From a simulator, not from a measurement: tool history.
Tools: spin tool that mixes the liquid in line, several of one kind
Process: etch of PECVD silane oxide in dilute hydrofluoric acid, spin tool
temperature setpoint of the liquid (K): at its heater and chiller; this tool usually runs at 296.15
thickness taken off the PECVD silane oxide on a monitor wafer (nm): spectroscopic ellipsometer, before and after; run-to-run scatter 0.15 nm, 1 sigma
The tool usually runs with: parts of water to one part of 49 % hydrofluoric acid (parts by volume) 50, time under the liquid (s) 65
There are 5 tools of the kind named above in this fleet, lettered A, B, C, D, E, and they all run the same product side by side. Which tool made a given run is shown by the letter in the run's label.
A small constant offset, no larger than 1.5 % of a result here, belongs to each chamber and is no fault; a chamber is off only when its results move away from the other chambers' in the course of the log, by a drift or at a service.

run	day	temperature setpoint of the liquid (K)	parts of water to one part of 49 % hydrofluoric acid (parts by volume)	time under the liquid (s)	hours since the thermometer was replaced	hours since the hydrofluoric acid flow meter was replaced	read-back film thickness of the PECVD silane oxide reference wafer, read on the same gauge (nm)	thickness taken off the PECVD silane oxide on a monitor wafer (nm)
1E	0.4	296.15	50	65	1309.1	974.7	30.001	19.933
2D	0.771	296.15	50	65	29.4	1155.8	30.017	19.822
# day 1.358: chamber C: thermometer replaced
3A	1.446	296.15	50	65	464.7	240.3	30.005	19.89
4C	2.071	296.15	50	65	17.2	534.7	29.994	20.016
5B	2.571	296.15	50	65	695.8	796.2	29.977	19.918
6A	3.071	296.15	50	65	503.7	279.3	30.026	19.543
# day 3.271: chamber B: thermometer replaced
7C	3.521	296.15	50	65	52	569.5	30.012	20.035
# day 3.821: chamber D: hydrofluoric acid flow meter replaced
8B	4.196	296.15	50	65	22.2	835.2	29.979	19.801
9E	4.742	296.15	50	65	1413.3	1078.9	30	19.677
10D	5.358	296.15	50	65	139.5	36.9	30.011	19.778
11C	5.679	296.15	50	65	103.8	621.3	29.988	19.769
12D	6.108	296.15	50	65	157.5	54.9	29.998	19.955
13E	6.612	296.15	50	65	1458.2	1123.8	30.023	19.817
14B	7.033	296.15	50	65	90.3	903.3	29.985	19.812
15A	7.521	296.15	50	65	610.5	386.1	29.994	19.88
16A	8.188	296.15	50	65	626.5	402.1	29.999	19.587
17D	8.812	296.15	50	65	222.4	119.8	30.004	20.075
# day 8.921: chamber E: thermometer replaced
18B	9.467	296.15	50	65	148.7	961.7	30.006	19.471
19E	9.771	296.15	50	65	20.4	1199.6	30.009	20.096
20C	10.217	296.15	50	65	212.7	730.2	30.015	20.143
21D	10.554	296.15	50	65	264.2	161.6	30	20.167
22E	11.058	296.15	50	65	51.3	1230.5	29.983	19.93
23C	11.633	296.15	50	65	246.7	764.2	30.002	19.9
24A	12.262	299.65	50	100	724.3	499.9	30.001	34.508
25B	12.562	299.65	50	100	223	1036	29.985	34.442
# day 12.862: chamber A: thermometer replaced
26D	13.079	299.65	50	100	324.8	222.2	30.018	35.19
27E	13.425	299.65	50	100	108.1	1287.3	29.985	35.699
28C	13.971	299.65	50	100	302.8	820.3	29.995	35.072
29A	14.625	296.15	50	65	42.4	556.6	30.001	19.884
30B	15.067	296.15	50	65	283.1	1096.1	29.995	19.235
31D	15.592	300.65	35	65	385.1	282.5	30.013	35.122
32A	16.062	300.65	35	65	76.9	591.1	29.984	34.592
33C	16.379	300.65	35	65	360.6	878.1	29.995	35.924
34E	16.946	300.65	35	65	192.6	1371.8	30.002	34.87
35B	17.333	300.65	35	65	337.5	1150.5	30.001	33.319
36C	17.792	296.15	50	95	394.5	912	30.006	28.906
37B	18.108	296.15	50	95	356.1	1169.1	29.996	27.92
38D	18.521	296.15	50	95	455.4	352.8	29.995	28.809
39A	19.15	296.15	50	95	151	665.2	30.015	29.059
40E	19.688	296.15	50	95	258.4	1437.6	29.986	29.458
41A	20.233	300.65	30	65	177	691.2	30.007	40
42D	20.558	300.65	30	65	504.3	401.7	29.999	40.643
43C	21.212	300.65	30	65	476.6	994.1	30.002	41.52

Which is it: a chamber that has drifted or been left off by a service, a gauge drift common to all chambers, or only each chamber's usual small offset? If a chamber is off, name it and its likeliest cause.

One chamber, B, drifts off from the rest bit by bit.
Cause: hydrofluoric acid flow below the setpoint (%) = 5.2.
It could be hard to tell apart here from: liquid colder than its thermometer reads (K).

Which of the 4 candidates below, each the usual settings with something changed and its results left as question marks, puts chamber B back in line with what the other chambers give on the usual settings?
Allowed miss from the other chambers' usual-settings mean, per result, to count as in line: thickness taken off the PECVD silane oxide on a monitor wafer (nm) 0.51
44B-1	21.7	297.65	50	65				?
44B-2	21.7	296.15	45	65				?
44B-3	21.7	295.65	55	65				?
44B-4	21.7	294.65	50	65				?

Other chambers, usual settings, mean: thickness taken off the PECVD silane oxide on a monitor wafer (nm) 19.874
run	thickness taken off the PECVD silane oxide on a monitor wafer (nm)
44B-1	20.082
44B-2	21.073
44B-3	16.715
44B-4	17.722
44B-1 is the one that brings the chamber's results back in line with the other chambers.

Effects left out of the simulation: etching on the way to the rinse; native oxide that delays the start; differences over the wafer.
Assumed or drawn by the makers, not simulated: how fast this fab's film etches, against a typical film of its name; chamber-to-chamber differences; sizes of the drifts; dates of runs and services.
